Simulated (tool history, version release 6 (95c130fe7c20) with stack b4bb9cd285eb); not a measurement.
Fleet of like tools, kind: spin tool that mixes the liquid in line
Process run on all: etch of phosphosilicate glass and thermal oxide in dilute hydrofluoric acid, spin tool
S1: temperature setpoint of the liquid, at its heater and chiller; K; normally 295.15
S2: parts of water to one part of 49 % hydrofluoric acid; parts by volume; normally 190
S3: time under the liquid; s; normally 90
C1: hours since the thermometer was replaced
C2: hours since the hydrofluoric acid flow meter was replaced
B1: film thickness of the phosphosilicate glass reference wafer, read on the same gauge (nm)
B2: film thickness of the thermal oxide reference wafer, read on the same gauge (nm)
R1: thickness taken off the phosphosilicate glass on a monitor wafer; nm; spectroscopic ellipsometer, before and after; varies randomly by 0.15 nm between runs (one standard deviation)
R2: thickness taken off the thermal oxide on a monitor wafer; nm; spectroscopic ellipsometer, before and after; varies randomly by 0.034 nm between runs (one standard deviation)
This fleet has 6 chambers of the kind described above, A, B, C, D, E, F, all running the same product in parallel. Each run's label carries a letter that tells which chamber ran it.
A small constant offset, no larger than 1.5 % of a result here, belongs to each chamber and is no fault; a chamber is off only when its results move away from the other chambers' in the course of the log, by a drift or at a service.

| run | hour | S1 | S2 | S3 | C1 | C2 | B1 | B2 | R1 | R2 |
|---|---|---|---|---|---|---|---|---|---|---|
|  | 3.1 | chamber E: hydrofluoric acid flow meter replaced |
| 1A | 7.5 | 295.15 | 190 | 90 | 109.5 | 512.5 | 69.975 | 140.01 | 40.172 | 2.0398 |
| 2D | 11.1 | 295.15 | 190 | 90 | 361.5 | 252.4 | 70.008 | 139.98 | 40.408 | 1.9955 |
| 3F | 15.6 | 295.15 | 190 | 90 | 441.9 | 253.6 | 69.982 | 139.99 | 41.236 | 2.0129 |
| 4B | 19.1 | 295.15 | 190 | 90 | 887.7 | 1091.9 | 69.987 | 139.97 | 40.78 | 2.0025 |
| 5E | 22.7 | 292.65 | 260 | 90 | 1801.4 | 19.7 | 70.023 | 140.02 | 25.086 | 1.2682 |
| 6C | 29.5 | 292.65 | 260 | 90 | 200.2 | 1958.9 | 69.997 | 140.02 | 25.727 | 1.2532 |
| 7E | 33.8 | 292.65 | 260 | 90 | 1812.5 | 30.8 | 70.005 | 139.99 | 25.09 | 1.2631 |
|  | 38.5 | chamber C: hydrofluoric acid flow meter replaced |
| 8A | 40.4 | 292.65 | 260 | 90 | 142.4 | 545.4 | 70.036 | 139.98 | 25.056 | 1.2969 |
| 9D | 44.7 | 292.65 | 260 | 90 | 395.1 | 286 | 70.008 | 140 | 25.279 | 1.2563 |
| 10F | 48.3 | 292.65 | 260 | 90 | 474.6 | 286.3 | 69.987 | 139.99 | 25.372 | 1.2706 |
| 11C | 53.4 | 295.15 | 190 | 90 | 224.1 | 15 | 70.016 | 140.04 | 41.469 | 2.0221 |
| 12B | 59.9 | 295.15 | 190 | 90 | 928.5 | 1132.7 | 70.007 | 139.99 | 40.988 | 2.0045 |
| 13D | 65.1 | 298.65 | 190 | 90 | 415.5 | 306.4 | 69.996 | 139.98 | 46.375 | 2.2556 |
| 14E | 72 | 298.65 | 190 | 90 | 1850.7 | 69 | 69.995 | 139.99 | 46.114 | 2.3256 |
| 15F | 78.7 | 298.65 | 190 | 90 | 505 | 316.7 | 69.993 | 140 | 46.716 | 2.3371 |
| 16B | 82.5 | 298.65 | 190 | 90 | 951.1 | 1155.3 | 70.022 | 140 | 46.287 | 2.2587 |
| 17A | 88.4 | 298.65 | 190 | 90 | 190.4 | 593.4 | 69.986 | 140.01 | 46.041 | 2.3071 |
| 18C | 94.2 | 298.65 | 190 | 90 | 264.9 | 55.8 | 69.996 | 140.02 | 46.935 | 2.3377 |
| 19F | 101.2 | 295.15 | 190 | 90 | 527.5 | 339.2 | 69.998 | 140.01 | 41.123 | 2.0269 |
| 20B | 108.1 | 295.15 | 190 | 90 | 976.7 | 1180.9 | 69.999 | 139.99 | 40.949 | 2.0091 |
| 21A | 112 | 295.15 | 190 | 90 | 214 | 617 | 70.012 | 140 | 40.095 | 2.0946 |
| 22E | 116.2 | 295.15 | 190 | 90 | 1894.9 | 113.2 | 70.022 | 140.01 | 40.359 | 2.0755 |
| 23C | 122.8 | 295.15 | 190 | 90 | 293.5 | 84.4 | 69.995 | 140 | 41.29 | 2.0348 |
| 24D | 130.3 | 295.15 | 190 | 90 | 480.7 | 371.6 | 70 | 139.99 | 40.655 | 2.057 |
| 25B | 135 | 295.15 | 190 | 90 | 1003.6 | 1207.8 | 69.985 | 140.01 | 40.806 | 2.0558 |
| 26A | 142.8 | 295.15 | 190 | 90 | 244.8 | 647.8 | 70.005 | 140.01 | 40.294 | 2.0787 |
|  | 146.7 | chamber E: thermometer replaced |
| 27E | 146.9 | 295.15 | 190 | 90 | 0.3 | 143.9 | 70.001 | 140.02 | 40.467 | 2.0739 |
| 28C | 153 | 295.15 | 190 | 90 | 323.7 | 114.6 | 69.988 | 139.98 | 41.369 | 2.0387 |
| 29D | 160.7 | 295.15 | 190 | 90 | 511.1 | 402 | 69.975 | 140.01 | 40.468 | 2.0099 |
| 30F | 167.1 | 295.15 | 190 | 90 | 593.4 | 405.1 | 70.018 | 140.03 | 40.803 | 2.0386 |
| 31E | 171.5 | 295.15 | 190 | 90 | 24.9 | 168.5 | 70.022 | 139.98 | 40.469 | 1.9743 |
| 32F | 176 | 295.15 | 190 | 90 | 602.3 | 414 | 69.996 | 139.97 | 41.129 | 2.0035 |
| 33C | 183.9 | 295.15 | 190 | 90 | 354.6 | 145.5 | 69.983 | 139.97 | 41.102 | 1.973 |
| 34B | 188.1 | 295.15 | 190 | 90 | 1056.7 | 1260.9 | 69.993 | 140 | 40.905 | 1.9851 |
| 35A | 193 | 295.15 | 190 | 90 | 295 | 698 | 70.001 | 140.03 | 40.634 | 2.1108 |
|  | 198.1 | chamber B: thermometer replaced |
| 36D | 199 | 295.15 | 190 | 90 | 549.4 | 440.3 | 70.028 | 140.02 | 40.792 | 2.0773 |
| 37A | 204.3 | 295.15 | 190 | 90 | 306.3 | 709.3 | 70.004 | 140 | 39.985 | 2.0184 |
| 38B | 209 | 295.15 | 190 | 90 | 11 | 1281.8 | 70.02 | 139.98 | 40.742 | 2.0624 |
|  | 210.2 | chamber B: hydrofluoric acid flow meter replaced |
| 39F | 213.2 | 295.15 | 190 | 90 | 639.5 | 451.2 | 70.02 | 140.02 | 40.971 | 1.9767 |
| 40C | 220.8 | 295.15 | 190 | 90 | 391.5 | 182.4 | 70.013 | 139.99 | 41.116 | 1.9737 |
| 41D | 227 | 293.65 | 190 | 130 | 577.4 | 468.3 | 70.008 | 139.99 | 55.753 | 2.696 |
| 42E | 234.7 | 293.65 | 190 | 130 | 88.1 | 231.7 | 70.016 | 140.01 | 54.955 | 2.7596 |
| 43B | 241.2 | 293.65 | 190 | 130 | 43.2 | 31 | 70.016 | 140.02 | 56.08 | 2.7296 |

Does one chamber stand apart from the rest, does the shared gauge drift, or is all well apart from small per-chamber offsets? Give the chamber and the most likely cause, where there is one.

Beyond each chamber's small constant offset nothing stands out, and the gauge stays steady.

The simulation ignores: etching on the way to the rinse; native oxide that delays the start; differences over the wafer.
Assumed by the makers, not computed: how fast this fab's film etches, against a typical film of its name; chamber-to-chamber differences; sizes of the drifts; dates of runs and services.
